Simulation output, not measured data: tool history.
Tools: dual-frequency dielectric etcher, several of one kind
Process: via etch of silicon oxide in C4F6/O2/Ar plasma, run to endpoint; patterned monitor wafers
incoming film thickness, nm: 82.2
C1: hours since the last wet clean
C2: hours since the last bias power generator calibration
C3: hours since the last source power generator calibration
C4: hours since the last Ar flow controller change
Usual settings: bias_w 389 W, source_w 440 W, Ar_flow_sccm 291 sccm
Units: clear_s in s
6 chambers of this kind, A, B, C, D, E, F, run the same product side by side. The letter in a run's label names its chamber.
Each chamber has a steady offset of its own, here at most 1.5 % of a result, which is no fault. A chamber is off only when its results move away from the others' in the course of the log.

Run 1E, hour 8.2: usual settings; C1 190.2; C2 546.9; C3 2143.8; C4 977.1. Result: clear_s 19.159 s.
Run 2D, hour 21.7: usual settings; C1 342.4; C2 250.1; C3 4827.4; C4 57.3. Result: clear_s 19.127 s.
Run 3B, hour 28.3: usual settings; C1 107.5; C2 2449.0; C3 3837.6; C4 2201.7. Result: clear_s 18.850 s.
Run 4C, hour 37.2: usual settings; C1 498.1; C2 2477.7; C3 2102.0; C4 1621.5. Result: clear_s 19.079 s.
Run 5F, hour 46.3: usual settings; C1 215.2; C2 2528.2; C3 1277.0; C4 2649.1. Result: clear_s 18.903 s.
Run 6A, hour 54.4: usual settings; C1 277.1; C2 1372.7; C3 2530.2; C4 3308.3. Result: clear_s 19.117 s.
Run 7F, hour 64.7: usual settings; C1 233.6; C2 2546.6; C3 1295.4; C4 2667.5. Result: clear_s 18.951 s.
At hour 66.8: chamber E: source power generator calibrated.
Run 8E, hour 71.4: usual settings but bias_w 484 W, source_w 550 W; C1 253.4; C2 610.1; C3 4.6; C4 1040.3. Result: clear_s 16.209 s.
Run 9A, hour 81.3: usual settings but bias_w 484 W, source_w 550 W; C1 304.0; C2 1399.6; C3 2557.1; C4 3335.2. Result: clear_s 16.303 s.
At hour 82.9: chamber C: wet clean of the chamber.
Run 10D, hour 90.5: usual settings but bias_w 484 W, source_w 550 W; C1 411.2; C2 318.9; C3 4896.2; C4 126.1. Result: clear_s 16.306 s.
Run 11B, hour 100.9: usual settings but bias_w 484 W, source_w 550 W; C1 180.1; C2 2521.6; C3 3910.2; C4 2274.3. Result: clear_s 16.079 s.
Run 12C, hour 113.1: usual settings but bias_w 484 W, source_w 550 W; C1 30.2; C2 2553.6; C3 2177.9; C4 1697.4. Result: clear_s 16.258 s.
At hour 115.2: chamber C: bias power generator calibrated.
Run 13D, hour 124.4: usual settings but bias_w 484 W, source_w 550 W; C1 445.1; C2 352.8; C3 4930.1; C4 160.0. Result: clear_s 16.339 s.
Run 14F, hour 133.5: usual settings but Ar_flow_sccm 339 sccm; C1 302.4; C2 2615.4; C3 1364.2; C4 2736.3. Result: clear_s 19.270 s.
Run 15C, hour 140.5: usual settings but Ar_flow_sccm 339 sccm; C1 57.6; C2 25.3; C3 2205.3; C4 1724.8. Result: clear_s 19.713 s.
Run 16A, hour 152.0: usual settings but Ar_flow_sccm 339 sccm; C1 374.7; C2 1470.3; C3 2627.8; C4 3405.9. Result: clear_s 19.592 s.
Run 17B, hour 166.0: usual settings but Ar_flow_sccm 339 sccm; C1 245.2; C2 2586.7; C3 3975.3; C4 2339.4. Result: clear_s 19.287 s.
Run 18E, hour 179.6: usual settings but Ar_flow_sccm 339 sccm; C1 361.6; C2 718.3; C3 112.8; C4 1148.5. Result: clear_s 19.479 s.
Run 19D, hour 191.5: usual settings but Ar_flow_sccm 339 sccm; C1 512.2; C2 419.9; C3 4997.2; C4 227.1. Result: clear_s 19.449 s.
Run 20A, hour 202.0: usual settings but bias_w 457 W, Ar_flow_sccm 320 sccm; C1 424.7; C2 1520.3; C3 2677.8; C4 3455.9. Result: clear_s 18.380 s.
Run 21F, hour 210.5: usual settings but bias_w 457 W, Ar_flow_sccm 320 sccm; C1 379.4; C2 2692.4; C3 1441.2; C4 2813.3. Result: clear_s 18.074 s.
Run 22C, hour 222.6: usual settings but bias_w 457 W, Ar_flow_sccm 320 sccm; C1 139.7; C2 107.4; C3 2287.4; C4 1806.9. Result: clear_s 18.690 s.
Run 23E, hour 230.4: usual settings but bias_w 457 W, Ar_flow_sccm 320 sccm; C1 412.4; C2 769.1; C3 163.6; C4 1199.3. Result: clear_s 18.257 s.
Run 24B, hour 237.3: usual settings but bias_w 457 W, Ar_flow_sccm 320 sccm; C1 316.5; C2 2658.0; C3 4046.6; C4 2410.7. Result: clear_s 18.068 s.
Run 25C, hour 249.6: usual settings but bias_w 457 W, Ar_flow_sccm 320 sccm; C1 166.7; C2 134.4; C3 2314.4; C4 1833.9. Result: clear_s 18.587 s.
At hour 260.4: chamber B: wet clean of the chamber.
Run 26A, hour 261.4: usual settings; C1 484.1; C2 1579.7; C3 2737.2; C4 3515.3. Result: clear_s 19.211 s.
At hour 266.5: chamber F: wet clean of the chamber.
Run 27D, hour 269.8: usual settings but Ar_flow_sccm 263 sccm; C1 590.5; C2 498.2; C3 5075.5; C4 305.4. Result: clear_s 19.067 s.
Run 28E, hour 279.2: usual settings but Ar_flow_sccm 263 sccm; C1 461.2; C2 817.9; C3 212.4; C4 1248.1. Result: clear_s 18.920 s.
Run 29B, hour 292.4: usual settings but Ar_flow_sccm 263 sccm; C1 32.0; C2 2713.1; C3 4101.7; C4 2465.8. Result: clear_s 18.667 s.
Run 30F, hour 303.7: usual settings but Ar_flow_sccm 263 sccm; C1 37.2; C2 2785.6; C3 1534.4; C4 2906.5. Result: clear_s 18.795 s.
Run 31A, hour 315.1: usual settings but Ar_flow_sccm 263 sccm; C1 537.8; C2 1633.4; C3 2790.9; C4 3569.0. Result: clear_s 18.987 s.
Run 32D, hour 321.4: usual settings but Ar_flow_sccm 263 sccm; C1 642.1; C2 549.8; C3 5127.1; C4 357.0. Result: clear_s 18.972 s.
Run 33F, hour 327.9: usual settings; C1 61.4; C2 2809.8; C3 1558.6; C4 2930.7. Result: clear_s 18.947 s.
Run 34E, hour 336.0: usual settings; C1 518.0; C2 874.7; C3 269.2; C4 1304.9. Result: clear_s 19.246 s.
Run 35B, hour 347.7: usual settings; C1 87.3; C2 2768.4; C3 4157.0; C4 2521.1. Result: clear_s 18.973 s.
Run 36C, hour 355.1: usual settings; C1 272.2; C2 239.9; C3 2419.9; C4 1939.4. Result: clear_s 19.537 s.

Is one chamber off against the others, does the gauge drift, or is nothing wrong? If a chamber is off, say which, and what the likeliest cause is.

A service left chamber C off against the others.
Cause: bias power that arrives under what is set, % = 4.88.

Here are 4 candidates for chamber C's next run, each the usual settings with a change, their results left as question marks. Which one brings its results back in line with what the others give on the usual settings?
In line means no further than this from the other chambers' mean on the usual settings: clear_s 0.230 s
Run 37C-1, hour 365.4: usual settings but bias_w 399 W, source_w 450 W, Ar_flow_sccm 289 sccm. Result: clear_s ?.
Run 37C-2, hour 365.4: usual settings but source_w 490 W, Ar_flow_sccm 282 sccm. Result: clear_s ?.
Run 37C-3, hour 365.4: usual settings but source_w 400 W, Ar_flow_sccm 299 sccm. Result: clear_s ?.
Run 37C-4, hour 365.4: usual settings but bias_w 379 W, source_w 430 W, Ar_flow_sccm 293 sccm. Result: clear_s ?.

The other chambers' mean on the usual settings: clear_s 19.080 s
  run  clear_s
37C-1   19.177
37C-2   18.692
37C-3   20.296
37C-4   19.894
37C-1 brings the chamber back in line.
